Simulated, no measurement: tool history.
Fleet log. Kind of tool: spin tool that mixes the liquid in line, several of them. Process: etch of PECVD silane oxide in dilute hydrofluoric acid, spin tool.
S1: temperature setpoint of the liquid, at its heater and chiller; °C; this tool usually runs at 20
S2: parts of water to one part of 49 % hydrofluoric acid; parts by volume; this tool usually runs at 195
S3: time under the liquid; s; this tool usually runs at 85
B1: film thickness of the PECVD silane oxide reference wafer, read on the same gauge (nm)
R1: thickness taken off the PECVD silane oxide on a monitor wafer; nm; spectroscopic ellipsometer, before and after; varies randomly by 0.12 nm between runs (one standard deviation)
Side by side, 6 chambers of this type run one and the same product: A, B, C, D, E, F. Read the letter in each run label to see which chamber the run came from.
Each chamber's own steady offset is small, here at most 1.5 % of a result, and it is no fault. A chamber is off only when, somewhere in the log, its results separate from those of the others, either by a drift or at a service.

-- day=0.104 chamber F: thermometer replaced
run 1F day=0.517 | S1=20 S2=195 S3=85 | B1=100.01 | R1=15.631
run 2A day=0.875 | S1=20 S2=195 S3=85 | B1=100.01 | R1=15.42
run 3B day=1.208 | S1=20 S2=195 S3=85 | B1=100 | R1=15.01
run 4C day=1.583 | S1=20 S2=195 S3=85 | B1=99.997 | R1=15.523
run 5D day=1.821 | S1=20 S2=195 S3=85 | B1=99.999 | R1=15.574
run 6E day=2.333 | S1=20 S2=195 S3=85 | B1=100.01 | R1=15.512
run 7B day=2.825 | S1=20 S2=195 S3=85 | B1=100.03 | R1=15.173
run 8F day=3.15 | S1=20 S2=195 S3=85 | B1=99.994 | R1=15.605
run 9A day=3.633 | S1=20 S2=195 S3=85 | B1=99.999 | R1=15.326
run 10D day=4.067 | S1=20 S2=195 S3=85 | B1=99.998 | R1=15.379
run 11E day=4.496 | S1=20 S2=195 S3=85 | B1=99.992 | R1=15.472
run 12C day=4.762 | S1=20 S2=195 S3=85 | B1=100 | R1=15.221
run 13D day=5.15 | S1=20 S2=195 S3=85 | B1=99.996 | R1=15.378
run 14C day=5.558 | S1=20 S2=195 S3=85 | B1=100.02 | R1=15.389
run 15A day=6.054 | S1=20 S2=195 S3=85 | B1=99.964 | R1=14.864
run 16F day=6.483 | S1=20 S2=140 S3=105 | B1=100.01 | R1=28.64
run 17B day=6.971 | S1=20 S2=140 S3=105 | B1=99.994 | R1=27.976
run 18E day=7.25 | S1=20 S2=140 S3=105 | B1=99.998 | R1=27.757
run 19F day=7.546 | S1=20 S2=140 S3=105 | B1=99.993 | R1=28.751
run 20D day=8.062 | S1=20 S2=140 S3=105 | B1=100 | R1=28.463
-- day=8.138 chamber E: hydrofluoric acid flow meter replaced
run 21E day=8.454 | S1=20 S2=140 S3=105 | B1=100.04 | R1=28.184
run 22C day=8.875 | S1=17.5 S2=195 S3=120 | B1=100.02 | R1=19.751
run 23A day=9.371 | S1=17.5 S2=195 S3=120 | B1=99.987 | R1=18.79
run 24B day=9.671 | S1=17.5 S2=195 S3=120 | B1=99.996 | R1=19.499
run 25C day=10.179 | S1=17.5 S2=195 S3=120 | B1=99.989 | R1=19.503
run 26F day=10.554 | S1=17.5 S2=195 S3=120 | B1=99.988 | R1=19.668
run 27B day=10.933 | S1=17.5 S2=195 S3=120 | B1=100 | R1=19.435
-- day=10.942 chamber F: hydrofluoric acid flow meter replaced
run 28D day=11.279 | S1=20 S2=195 S3=85 | B1=99.967 | R1=15.598
run 29A day=11.633 | S1=20 S2=195 S3=85 | B1=100.03 | R1=14.357
run 30E day=11.975 | S1=20 S2=195 S3=85 | B1=99.979 | R1=15.362
run 31C day=12.488 | S1=20 S2=195 S3=85 | B1=100.03 | R1=15.248
run 32D day=12.867 | S1=20 S2=195 S3=85 | B1=99.989 | R1=15.363
run 33E day=13.096 | S1=20 S2=195 S3=85 | B1=100 | R1=15.523
-- day=13.383 chamber B: hydrofluoric acid flow meter replaced
run 34A day=13.533 | S1=20 S2=195 S3=85 | B1=99.986 | R1=14.219
run 35B day=13.971 | S1=20 S2=195 S3=85 | B1=99.971 | R1=15.315
run 36F day=14.375 | S1=20 S2=195 S3=85 | B1=100 | R1=15.698
run 37F day=14.604 | S1=20 S2=195 S3=85 | B1=99.992 | R1=15.734
run 38A day=15.033 | S1=20 S2=195 S3=85 | B1=100 | R1=14.251

Next, all 6 chambers run the settings below, one line each with question marks for the results. What does each chamber give?
run 39A day=15.412 | S1=20 S2=195 S3=85 | R1=?
run 39B day=15.412 | S1=20 S2=195 S3=85 | R1=?
run 39C day=15.412 | S1=20 S2=195 S3=85 | R1=?
run 39D day=15.412 | S1=20 S2=195 S3=85 | R1=?
run 39E day=15.412 | S1=20 S2=195 S3=85 | R1=?
run 39F day=15.412 | S1=20 S2=195 S3=85 | R1=?

run=39A R1=14.111
run=39B R1=15.202
run=39C R1=15.41
run=39D R1=15.565
run=39E R1=15.736
run=39F R1=15.547
